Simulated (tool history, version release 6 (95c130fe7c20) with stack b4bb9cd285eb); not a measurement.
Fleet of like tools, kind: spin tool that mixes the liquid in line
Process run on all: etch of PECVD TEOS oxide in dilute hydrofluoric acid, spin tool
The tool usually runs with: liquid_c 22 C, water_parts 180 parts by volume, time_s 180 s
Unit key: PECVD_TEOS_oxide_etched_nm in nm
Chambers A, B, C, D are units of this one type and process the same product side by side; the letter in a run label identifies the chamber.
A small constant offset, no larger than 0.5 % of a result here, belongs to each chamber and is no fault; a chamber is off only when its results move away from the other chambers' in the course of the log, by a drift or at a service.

run	hour	liquid_c	water_parts	time_s	read-back film thickness of the PECVD TEOS oxide reference wafer, read on the same gauge (nm)	PECVD_TEOS_oxide_etched_nm
1B	9.2	22	180	180	129.97	12.039
2A	15.5	22	180	180	129.98	12.135
3D	23.3	22	180	180	130.02	12.102
4C	29.5	22	180	180	130	12.051
# hour 34.4: chamber D: thermometer replaced
5A	36.4	22	180	180	129.99	12.085
6D	42.2	22	180	180	130	12.118
7C	47.4	22	180	180	129.98	12.027
8B	54	22	180	180	129.99	12.106
9D	61.7	22	180	180	129.99	12.119
10B	70.1	22	180	180	129.99	12.037
11A	74.8	22	180	180	130.01	12.058
12C	84	22	180	180	130	12.078
13A	92.4	22	180	180	129.98	12.074
14C	98.1	22	180	180	129.99	11.985
15B	104.3	22	180	180	130.06	11.912
16D	111.4	26	180	115	130	9.032
17A	117.7	26	180	115	130.02	8.9714
18C	123.2	26	180	115	130	8.9942
19B	129.8	26	180	115	129.99	8.8754
20D	134.6	22	180	180	129.97	12.105
21C	141.6	22	180	180	130.03	12.049
22B	146.9	22	100	215	130	27.607
23A	155	22	100	215	130.01	28.11
24D	161.6	22	100	215	130.01	28.574

Predict what each chamber gives when all 4 of them run the settings below next.
25A	168.3	22	130	180		?
25B	168.3	22	130	180		?
25C	168.3	22	130	180		?
25D	168.3	22	130	180		?

run	PECVD_TEOS_oxide_etched_nm
25A	17.532
25B	17.22
25C	17.554
25D	17.846
